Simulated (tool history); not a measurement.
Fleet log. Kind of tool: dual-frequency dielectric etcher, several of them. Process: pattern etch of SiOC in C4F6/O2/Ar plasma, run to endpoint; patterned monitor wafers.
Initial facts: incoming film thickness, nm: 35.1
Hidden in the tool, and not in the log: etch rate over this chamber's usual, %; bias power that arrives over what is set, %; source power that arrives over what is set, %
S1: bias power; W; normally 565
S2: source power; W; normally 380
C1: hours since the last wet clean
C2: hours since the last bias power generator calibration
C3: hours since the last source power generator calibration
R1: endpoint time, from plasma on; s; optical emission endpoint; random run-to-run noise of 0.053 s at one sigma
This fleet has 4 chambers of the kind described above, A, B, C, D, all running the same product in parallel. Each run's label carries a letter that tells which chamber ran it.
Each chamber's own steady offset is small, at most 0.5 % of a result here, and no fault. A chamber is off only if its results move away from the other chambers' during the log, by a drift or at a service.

{"run": "1D", "hour": 4.5, "S1": 565, "S2": 380, "C1": 61.9, "C2": 166, "C3": 787.6, "R1": 11.557}
{"run": "2A", "hour": 8.7, "S1": 565, "S2": 380, "C1": 149, "C2": 3329, "C3": 299.1, "R1": 11.497}
{"run": "3C", "hour": 13.4, "S1": 565, "S2": 380, "C1": 487.8, "C2": 1963.3, "C3": 1729.8, "R1": 11.685}
{"run": "4B", "hour": 16.7, "S1": 565, "S2": 380, "C1": 105.3, "C2": 1971.4, "C3": 633.5, "R1": 11.571}
{"run": "5D", "hour": 20.1, "S1": 565, "S2": 380, "C1": 77.5, "C2": 181.6, "C3": 803.2, "R1": 11.517}
{"run": "6A", "hour": 22.7, "S1": 565, "S2": 380, "C1": 163, "C2": 3343, "C3": 313.1, "R1": 11.559}
{"run": "7B", "hour": 27.2, "S1": 565, "S2": 380, "C1": 115.8, "C2": 1981.9, "C3": 644, "R1": 11.555}
{"run": "8C", "hour": 32.9, "S1": 565, "S2": 450, "C1": 507.3, "C2": 1982.8, "C3": 1749.3, "R1": 10.851}
{"run": "9D", "hour": 36.2, "S1": 565, "S2": 450, "C1": 93.6, "C2": 197.7, "C3": 819.3, "R1": 10.826}
{"run": "10A", "hour": 39.6, "S1": 565, "S2": 450, "C1": 179.9, "C2": 3359.9, "C3": 330, "R1": 10.754}
{"run": "11C", "hour": 43.1, "S1": 565, "S2": 450, "C1": 517.5, "C2": 1993, "C3": 1759.5, "R1": 10.805}
{"run": "12B", "hour": 47.0, "S1": 565, "S2": 380, "C1": 135.6, "C2": 2001.7, "C3": 663.8, "R1": 11.488}
{"run": "13C", "hour": 50.8, "S1": 565, "S2": 380, "C1": 525.2, "C2": 2000.7, "C3": 1767.2, "R1": 11.526}
{"run": "14A", "hour": 53.7, "S1": 565, "S2": 380, "C1": 194, "C2": 3374, "C3": 344.1, "R1": 11.526}
{"run": "15B", "hour": 56.9, "S1": 565, "S2": 380, "C1": 145.5, "C2": 2011.6, "C3": 673.7, "R1": 11.406}
{"hour": 59.5, "done": "chamber C: wet clean of the chamber"}
{"run": "16D", "hour": 61.5, "S1": 565, "S2": 380, "C1": 118.9, "C2": 223, "C3": 844.6, "R1": 11.581}
{"run": "17B", "hour": 65.6, "S1": 565, "S2": 380, "C1": 154.2, "C2": 2020.3, "C3": 682.4, "R1": 11.452}
{"run": "18A", "hour": 69.5, "S1": 565, "S2": 380, "C1": 209.8, "C2": 3389.8, "C3": 359.9, "R1": 11.442}
{"run": "19C", "hour": 74.0, "S1": 565, "S2": 340, "C1": 14.6, "C2": 2023.9, "C3": 1790.4, "R1": 11.979}
{"run": "20D", "hour": 79.1, "S1": 565, "S2": 340, "C1": 136.5, "C2": 240.6, "C3": 862.2, "R1": 11.953}
{"run": "21D", "hour": 83.8, "S1": 565, "S2": 340, "C1": 141.2, "C2": 245.3, "C3": 866.9, "R1": 11.991}
{"run": "22A", "hour": 87.4, "S1": 565, "S2": 340, "C1": 227.7, "C2": 3407.7, "C3": 377.8, "R1": 11.941}
{"run": "23C", "hour": 90.2, "S1": 565, "S2": 380, "C1": 30.8, "C2": 2040.1, "C3": 1806.6, "R1": 11.513}
{"run": "24B", "hour": 95.0, "S1": 565, "S2": 380, "C1": 183.6, "C2": 2049.7, "C3": 711.8, "R1": 11.315}
{"run": "25A", "hour": 98.6, "S1": 565, "S2": 380, "C1": 238.9, "C2": 3418.9, "C3": 389, "R1": 11.601}
{"run": "26D", "hour": 101.4, "S1": 565, "S2": 380, "C1": 158.8, "C2": 262.9, "C3": 884.5, "R1": 11.581}
{"run": "27B", "hour": 105.3, "S1": 565, "S2": 380, "C1": 193.9, "C2": 2060, "C3": 722.1, "R1": 11.213}
{"run": "28C", "hour": 108.6, "S1": 565, "S2": 380, "C1": 49.2, "C2": 2058.5, "C3": 1825, "R1": 11.601}
{"run": "29B", "hour": 111.3, "S1": 565, "S2": 380, "C1": 199.9, "C2": 2066, "C3": 728.1, "R1": 11.129}
{"run": "30A", "hour": 116.3, "S1": 565, "S2": 380, "C1": 256.6, "C2": 3436.6, "C3": 406.7, "R1": 11.528}
{"run": "31D", "hour": 120.0, "S1": 565, "S2": 380, "C1": 177.4, "C2": 281.5, "C3": 903.1, "R1": 11.54}
{"run": "32C", "hour": 125.3, "S1": 511, "S2": 450, "C1": 65.9, "C2": 2075.2, "C3": 1841.7, "R1": 11.231}
{"run": "33D", "hour": 128.8, "S1": 511, "S2": 450, "C1": 186.2, "C2": 290.3, "C3": 911.9, "R1": 11.242}
{"run": "34C", "hour": 132.5, "S1": 511, "S2": 450, "C1": 73.1, "C2": 2082.4, "C3": 1848.9, "R1": 11.28}
{"run": "35A", "hour": 135.5, "S1": 511, "S2": 450, "C1": 275.8, "C2": 3455.8, "C3": 425.9, "R1": 11.237}
{"run": "36B", "hour": 139.9, "S1": 565, "S2": 380, "C1": 228.5, "C2": 2094.6, "C3": 756.7, "R1": 11.09}
{"run": "37C", "hour": 143.5, "S1": 565, "S2": 380, "C1": 84.1, "C2": 2093.4, "C3": 1859.9, "R1": 11.55}
{"run": "38B", "hour": 148.8, "S1": 565, "S2": 450, "C1": 237.4, "C2": 2103.5, "C3": 765.6, "R1": 10.404}
{"run": "39D", "hour": 151.4, "S1": 565, "S2": 450, "C1": 208.8, "C2": 312.9, "C3": 934.5, "R1": 10.835}
{"run": "40A", "hour": 154.4, "S1": 565, "S2": 450, "C1": 294.7, "C2": 3474.7, "C3": 444.8, "R1": 10.721}
{"run": "41D", "hour": 158.1, "S1": 565, "S2": 450, "C1": 215.5, "C2": 319.6, "C3": 941.2, "R1": 10.924}
{"run": "42B", "hour": 160.7, "S1": 565, "S2": 380, "C1": 249.3, "C2": 2115.4, "C3": 777.5, "R1": 11.076}
{"run": "43C", "hour": 164.0, "S1": 565, "S2": 380, "C1": 104.6, "C2": 2113.9, "C3": 1880.4, "R1": 11.56}
{"run": "44A", "hour": 168.5, "S1": 565, "S2": 380, "C1": 308.8, "C2": 3488.8, "C3": 458.9, "R1": 11.414}

Does one chamber stand apart from the rest, does the shared gauge drift, or is all well apart from small per-chamber offsets? Give the chamber and the most likely cause, where there is one.

Chamber B drifts away from the others.
Cause: etch rate over this chamber's usual, % = 5.44.

Chamber B could run next with any of the 4 candidate recipes listed below; each alters the usual settings, and their results appear as question marks. Which one brings its results back in line with what the other chambers deliver on the usual settings?
To be in line, a result may differ from the other chambers' mean on the usual settings by at most: R1 0.19 s
{"run": "45B-1", "hour": 172.7, "S1": 565, "S2": 330, "R1": "?"}
{"run": "45B-2", "hour": 172.7, "S1": 629, "S2": 430, "R1": "?"}
{"run": "45B-3", "hour": 172.7, "S1": 451, "S2": 380, "R1": "?"}
{"run": "45B-4", "hour": 172.7, "S1": 647, "S2": 380, "R1": "?"}

Other chambers, usual settings, mean: R1 11.532 s
run=45B-1 R1=11.453
run=45B-2 R1=9.9936
run=45B-3 R1=11.839
run=45B-4 R1=10.336
It is 45B-1 that realigns the chamber with its peers.
